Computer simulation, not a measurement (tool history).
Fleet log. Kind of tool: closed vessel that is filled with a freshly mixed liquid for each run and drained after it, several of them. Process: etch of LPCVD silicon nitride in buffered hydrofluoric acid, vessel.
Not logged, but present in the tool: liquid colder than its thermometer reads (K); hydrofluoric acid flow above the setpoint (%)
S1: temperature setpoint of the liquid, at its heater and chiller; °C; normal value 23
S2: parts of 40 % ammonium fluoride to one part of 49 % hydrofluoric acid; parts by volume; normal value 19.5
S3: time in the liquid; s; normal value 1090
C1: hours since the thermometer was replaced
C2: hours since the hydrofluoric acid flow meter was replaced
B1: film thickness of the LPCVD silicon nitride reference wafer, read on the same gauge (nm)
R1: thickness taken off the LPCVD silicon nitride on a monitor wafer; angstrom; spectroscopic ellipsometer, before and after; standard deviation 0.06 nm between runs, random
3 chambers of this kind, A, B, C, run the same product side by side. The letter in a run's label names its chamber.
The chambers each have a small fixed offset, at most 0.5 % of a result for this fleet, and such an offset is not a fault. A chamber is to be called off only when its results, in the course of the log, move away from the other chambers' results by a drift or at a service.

run   hour    S1    S2    S3      C1      C2      B1      R1
 1C   10.6    23  19.5  1090   450.3   659.7     150  71.756
 2A   17.4    23  19.5  1090  1360.5  1905.3  149.99  73.203
 3B   24.6    23  19.5  1090   669.2   719.1  149.98  71.738
      30.1  -- chamber B: hydrofluoric acid flow meter replaced
 4A   35.6    23  19.5  1090  1378.7  1923.5     150  73.772
 5B   43.1    23  19.5  1090   687.7    13.1     150  72.171
 6C   56.4  26.5  19.5  1090   496.1   705.5  149.99  89.425
 7B   63.4  26.5  19.5  1090     708    33.4  149.98  87.212
      64.1  -- chamber A: hydrofluoric acid flow meter replaced
 8C   72.1  26.5  19.5  1090   511.8   721.2  150.01   86.92
 9A   80.4    23  19.5   895  1423.5    16.4  150.01  59.331
10B   91.3    23  19.5   895   735.9    61.3     150  59.036
11A  104.1    23  19.5   895  1447.2    40.1  150.01   59.19
12C  114.3    23  19.5  1090     554   763.4  150.01  72.483
13C  125.7    23  19.5  1090   565.4   774.8  150.01  72.921
14A  132.1    23  19.5  1090  1475.2    68.1  150.02  70.501
15B  144.1    23  19.5  1090   788.7   114.1  149.96  72.819
16B  154.1  24.5  19.5  1555   798.7   124.1  149.97  112.07
17A  163.8  24.5  19.5  1555  1506.9    99.8     150  107.86
18C  177.5  24.5  19.5  1555   617.2   826.6     150  111.72
19A  190.6    23  19.5  1090  1533.7   126.6  150.01  69.071
20C  197.6    23  19.5  1090   637.3   846.7  149.99  72.027
21B  206.8    23  12.5  1090   851.4   176.8  149.98  112.48
22C  220.9    23  12.5  1090   660.6     870  150.01  112.49
23A  232.6    23  12.5  1090  1575.7   168.6  150.02  104.64
24B  246.2    23  19.5  1090   890.8   216.2  150.02    73.1
25B  258.6    23  19.5  1090   903.2   228.6  149.99  72.257
26A  272.5    23  19.5  1090  1615.6   208.5     150  67.075
27C  285.1  26.5    14  1090   724.8   934.2  149.98  121.55
28B    296  26.5    14  1090   940.6     266  150.02  120.17
29A  307.2  26.5    14  1090  1650.3   243.2  150.02  113.81
30C    318    23  19.5  1090   757.7   967.1  150.01  72.946

Which is it: a chamber that has drifted or been left off by a service, a gauge drift common to all chambers, or only each chamber's usual small offset? If a chamber is off, name it and its likeliest cause.

Little by little, chamber A moves away from the other chambers.
Cause: liquid colder than its thermometer reads (K) = 1.68.

Below are 4 candidate recipes for chamber A's next run, each the usual settings with a change, their results shown as question marks. Which of them brings A's results back in line with what the other chambers give on the usual settings?
To be in line, a result may differ from the other chambers' mean on the usual settings by at most: R1 2.1 angstrom
31A-1  328.1  22.5    20  1000               ?
31A-2  328.1  24.5  19.5  1090               ?
31A-3  328.1    23  18.5  1210               ?
31A-4  328.1    23    20  1030               ?

The other chambers' mean on the usual settings: R1 72.438 angstrom
  run      R1
31A-1  57.816
31A-2   72.28
31A-3  77.705
31A-4  61.234
The answer is 31A-2, which returns the chamber to within the allowed miss of the others.
